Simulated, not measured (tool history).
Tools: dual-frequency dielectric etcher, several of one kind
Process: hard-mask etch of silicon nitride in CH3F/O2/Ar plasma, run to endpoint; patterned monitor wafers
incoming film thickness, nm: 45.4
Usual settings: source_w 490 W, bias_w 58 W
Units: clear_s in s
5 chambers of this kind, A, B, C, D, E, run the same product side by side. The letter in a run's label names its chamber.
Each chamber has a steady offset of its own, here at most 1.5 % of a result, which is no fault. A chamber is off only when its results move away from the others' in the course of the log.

run	hour	source_w	bias_w	hours since the last wet clean	hours since the last source power generator calibration	hours since the last bias power generator calibration	clear_s
1B	7.7	490	58	351.3	426.9	1971.5	65.287
2D	15	490	58	120.1	3550.2	954.8	65.395
3C	22.2	490	58	455.1	314.9	1750.2	65.997
4A	27.5	490	58	317.4	1058.1	983.9	65.033
# hour 34.1: chamber C: wet clean of the chamber
5E	35.3	490	58	407.5	1263	558.1	65.902
6E	43.8	490	48	416	1271.5	566.6	69.374
7D	49	490	48	154.1	3584.2	988.8	69.022
8B	53.9	490	48	397.5	473.1	2017.7	69.67
9C	62.6	490	48	28.5	355.3	1790.6	69.494
10A	67.1	490	48	357	1097.7	1023.5	68.745
11D	72.4	490	58	177.5	3607.6	1012.2	64.316
12E	76.8	490	58	449	1304.5	599.6	65.157
13C	82.9	490	58	48.8	375.6	1810.9	66.149
14B	90.7	490	58	434.3	509.9	2054.5	65.157
15A	98.2	490	58	388.1	1128.8	1054.6	65.571
16B	105.2	490	58	448.8	524.4	2069	65.001
# hour 106.3: chamber B: wet clean of the chamber
17E	112.4	430	47	484.6	1340.1	635.2	73.319
18D	121.5	430	47	226.6	3656.7	1061.3	72.788
19A	126	430	47	415.9	1156.6	1082.4	74.262
20C	133.2	430	47	99.1	425.9	1861.2	74.494
21D	140	430	47	245.1	3675.2	1079.8	72.514
22A	145.5	490	58	435.4	1176.1	1101.9	65.372
23B	153.2	490	58	46.9	572.4	2117	65.253
24C	161.4	490	58	127.3	454.1	1889.4	65.748
25E	167	490	58	539.2	1394.7	689.8	65.333
# hour 172.8: chamber C: bias power generator calibrated
26C	174.8	490	58	140.7	467.5	2	65.832
27B	181.7	490	58	75.4	600.9	2145.5	65.177
28D	186.9	490	58	292	3722.1	1126.7	64.693
29E	191.7	410	53	563.9	1419.4	714.5	72.274
30A	199.4	410	53	489.3	1230	1155.8	73.32
31E	205.9	410	53	578.1	1433.6	728.7	72.86
32B	210.5	410	53	104.2	629.7	2174.3	71.277
33C	217.5	410	53	183.4	510.2	44.7	73.353
34A	226.6	490	58	516.5	1257.2	1183	66.458
35D	235.4	400	69	340.5	3770.6	1175.2	66.736
# hour 244.6: chamber E: wet clean of the chamber
36D	244.9	400	69	350	3780.1	1184.7	65.624
37A	254.4	400	69	544.3	1285	1210.8	68.353
38B	263.1	400	69	156.8	682.3	2226.9	66.85
39C	271.4	400	69	237.3	564.1	98.6	67.474
40E	276	490	58	31.4	1503.7	798.8	65.091
41A	285.4	490	58	575.3	1316	1241.8	67.45
42D	290.7	490	58	395.8	3825.9	1230.5	64.468
43E	299.9	490	58	55.3	1527.6	822.7	65.067
44B	305.7	490	58	199.4	724.9	2269.5	65.379

Next, every chamber runs the same settings. What will each give?
45A	312.8	560	58				?
45B	312.8	560	58				?
45C	312.8	560	58				?
45D	312.8	560	58				?
45E	312.8	560	58				?

run	clear_s
45A	63.875
45B	61.959
45C	62.819
45D	61.727
45E	62.088
